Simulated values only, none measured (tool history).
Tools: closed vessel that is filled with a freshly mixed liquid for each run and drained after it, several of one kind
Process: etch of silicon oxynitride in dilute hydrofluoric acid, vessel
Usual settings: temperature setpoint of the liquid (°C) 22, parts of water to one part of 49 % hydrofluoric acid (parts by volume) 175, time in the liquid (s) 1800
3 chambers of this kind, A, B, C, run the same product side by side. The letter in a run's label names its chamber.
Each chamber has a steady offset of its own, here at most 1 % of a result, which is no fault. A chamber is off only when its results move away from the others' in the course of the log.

| run | hour | temperature setpoint of the liquid (°C) | parts of water to one part of 49 % hydrofluoric acid (parts by volume) | time in the liquid (s) | read-back film thickness of the silicon oxynitride reference wafer, read on the same gauge (nm) | thickness taken off the silicon oxynitride on a monitor wafer (Å) |
|---|---|---|---|---|---|---|
| 1B | 9 | 22 | 175 | 1800 | 59.999 | 152.69 |
| 2C | 21.5 | 22 | 175 | 1800 | 59.996 | 153.81 |
| 3A | 31.2 | 22 | 175 | 1800 | 59.983 | 155.14 |
| 4A | 39 | 22 | 175 | 1800 | 59.972 | 154.65 |
| 5B | 47.9 | 22 | 175 | 1800 | 60.048 | 152.66 |
|  | 50.1 | chamber A: hydrofluoric acid flow meter replaced |
| 6C | 55.1 | 22 | 175 | 2380 | 59.99 | 206.1 |
| 7B | 66 | 22 | 175 | 2380 | 60.002 | 203.21 |
| 8C | 76.3 | 22 | 175 | 2380 | 60.026 | 201.78 |
| 9A | 88.9 | 22 | 175 | 1800 | 60.031 | 154.92 |
| 10B | 96.3 | 22 | 175 | 1800 | 59.987 | 154.17 |
| 11C | 106.1 | 22 | 175 | 1800 | 60.015 | 151.6 |
| 12A | 115.7 | 22 | 175 | 1800 | 60.009 | 155.35 |
| 13C | 126 | 22 | 175 | 1800 | 59.994 | 152.96 |
| 14A | 133 | 22 | 175 | 1800 | 59.994 | 155.32 |
| 15B | 145.5 | 22 | 175 | 1800 | 59.987 | 152.94 |
| 16A | 158.3 | 22 | 175 | 1800 | 59.984 | 155.7 |
| 17B | 165.2 | 22 | 175 | 1800 | 59.985 | 152.97 |
| 18C | 178.5 | 25.5 | 175 | 2160 | 60.009 | 210.41 |
| 19C | 188.9 | 25.5 | 175 | 2160 | 60.001 | 208.8 |
| 20A | 196.2 | 25.5 | 175 | 2160 | 60.012 | 216.58 |
| 21B | 205.6 | 22 | 175 | 1800 | 59.994 | 153.28 |
| 22A | 215.3 | 19 | 175 | 830 | 59.973 | 61.935 |
| 23C | 222.4 | 19 | 175 | 830 | 59.997 | 59.2 |
| 24B | 228.8 | 19 | 175 | 830 | 60.012 | 61.254 |
| 25B | 236.9 | 22 | 175 | 1800 | 59.997 | 151.72 |
| 26A | 242.8 | 22 | 175 | 1800 | 59.967 | 155.53 |
| 27C | 255.2 | 22 | 175 | 1800 | 59.994 | 146.55 |
| 28B | 263.5 | 22 | 175 | 1800 | 60.024 | 155.15 |
| 29A | 273.2 | 22 | 175 | 1800 | 59.995 | 155.39 |

What goes on in this fleet: one chamber off, a drifting gauge, or nothing beyond the chambers' own small offsets? Name the chamber and the cause, if any.

Chamber C drifts away from the others.
Cause: hydrofluoric acid flow below the setpoint (%) = 4.41.
The log may not tell that from: liquid colder than its thermometer reads (K).

Here are 4 candidates for chamber C's next run, each the usual settings with a change, their results left as question marks. Which one brings its results back in line with what the others give on the usual settings?
In line means no further than this from the other chambers' mean on the usual settings: thickness taken off the silicon oxynitride on a monitor wafer (Å) 3.1
| 30C-1 | 282.9 | 22 | 160 | 1800 |  | ? |
| 30C-2 | 282.9 | 22 | 175 | 1895 |  | ? |
| 30C-3 | 282.9 | 22 | 175 | 1705 |  | ? |
| 30C-4 | 282.9 | 21.5 | 175 | 1655 |  | ? |

The other chambers' mean on the usual settings: thickness taken off the silicon oxynitride on a monitor wafer (Å) 154.19
| run | thickness taken off the silicon oxynitride on a monitor wafer (Å) |
|---|---|
| 30C-1 | 161.95 |
| 30C-2 | 153.89 |
| 30C-3 | 138.46 |
| 30C-4 | 131.34 |
30C-2 brings the chamber back in line.
